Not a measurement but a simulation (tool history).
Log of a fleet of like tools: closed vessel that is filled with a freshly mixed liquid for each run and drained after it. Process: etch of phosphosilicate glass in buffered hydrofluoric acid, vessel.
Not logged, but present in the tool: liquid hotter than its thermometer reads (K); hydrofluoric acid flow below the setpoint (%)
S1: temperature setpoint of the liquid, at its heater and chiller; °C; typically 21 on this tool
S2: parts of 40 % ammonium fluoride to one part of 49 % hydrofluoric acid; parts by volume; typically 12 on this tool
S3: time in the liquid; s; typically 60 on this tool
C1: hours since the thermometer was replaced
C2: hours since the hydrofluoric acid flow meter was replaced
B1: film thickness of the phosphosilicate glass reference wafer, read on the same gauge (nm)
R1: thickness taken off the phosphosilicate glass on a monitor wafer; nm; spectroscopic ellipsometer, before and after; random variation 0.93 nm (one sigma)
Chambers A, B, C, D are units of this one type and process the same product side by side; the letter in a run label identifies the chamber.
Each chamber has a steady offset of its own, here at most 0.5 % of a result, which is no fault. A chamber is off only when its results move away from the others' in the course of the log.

run	hour	S1	S2	S3	C1	C2	B1	R1
1D	7.8	21	12	60	1706.2	299.9	149.98	192.14
2C	15.9	21	12	60	1330.7	556.7	150	190.89
3A	24.8	21	12	60	88.8	347.6	150.03	194.21
4B	31.3	21	12	60	1456.7	957.5	149.97	194.04
5D	36.5	25.5	12	60	1734.9	328.6	150.03	246.13
6C	41.8	25.5	12	60	1356.6	582.6	150.05	246.73
7B	46.8	25.5	12	60	1472.2	973	149.97	248.25
8A	55.3	25.5	12	60	119.3	378.1	149.99	245.79
9B	65	21	12	60	1490.4	991.2	150	192.45
10C	70.1	21	12	60	1384.9	610.9	149.95	191.8
# hour 70.8: chamber C: hydrofluoric acid flow meter replaced
11A	78.3	21	12	60	142.3	401.1	150.03	192.36
12D	89.1	21	12	60	1787.5	381.2	149.98	193.14
13A	98.1	21	12	60	162.1	420.9	150.01	193.05
14B	103.1	21	12	60	1528.5	1029.3	150.04	193.83
15D	108.6	21	12	60	1807	400.7	149.97	192.9
16C	116.2	21	12	60	1431	45.5	149.99	191.52
17B	121.6	21	12	60	1547	1047.8	149.97	193.57
18A	129.8	21	12	60	193.8	452.6	150.01	191.99
19C	140.8	21	12	60	1455.6	70.1	150.02	191.95
20D	147.6	21	12	60	1846	439.7	150	193.06
21C	158	24.5	12	70	1472.8	87.3	150.03	270.28
22A	166	24.5	12	70	230	488.8	150.06	275.16
23D	172	24.5	12	70	1870.4	464.1	150.01	271.59
24B	182.8	24.5	12	70	1608.2	1109	150	273.95
25B	192.5	21	10.5	60	1617.9	1118.7	149.99	218.3
26D	198	21	10.5	60	1896.4	490.1	149.96	220.91
27C	207.9	21	10.5	60	1522.7	137.2	149.97	218.76
# hour 213.9: chamber A: hydrofluoric acid flow meter replaced
28A	216.8	21	10.5	60	280.8	3	150.01	218.68
29C	226.2	21	12	60	1541	155.5	149.99	193.09
30A	232.5	21	12	60	296.5	18.7	150.03	194.21
# hour 235.1: chamber B: thermometer replaced
31D	242.2	21	12	60	1940.6	534.3	150.04	191.93
32B	253.2	21	16.5	60	18.1	1179.4	150.02	142.33
33B	263.6	21	16.5	60	28.5	1189.8	150	141.77
34C	269.8	21	16.5	60	1584.6	199.1	149.98	139.59
35A	280.7	21	16.5	60	344.7	66.9	150.02	141.4
36D	291.5	21	8	45	1989.9	583.6	150.02	209.64
37B	296.6	21	8	45	61.5	1222.8	149.98	207.29
38C	305.7	21	8	45	1620.5	235	149.99	210.05
39A	315	21	8	45	379	101.2	149.99	210.98

Does one chamber stand apart from the rest, does the shared gauge drift, or is all well apart from small per-chamber offsets? Give the chamber and the most likely cause, where there is one.

Neither any chamber nor the gauge drifts; the chambers differ only by their own small, steady offsets.
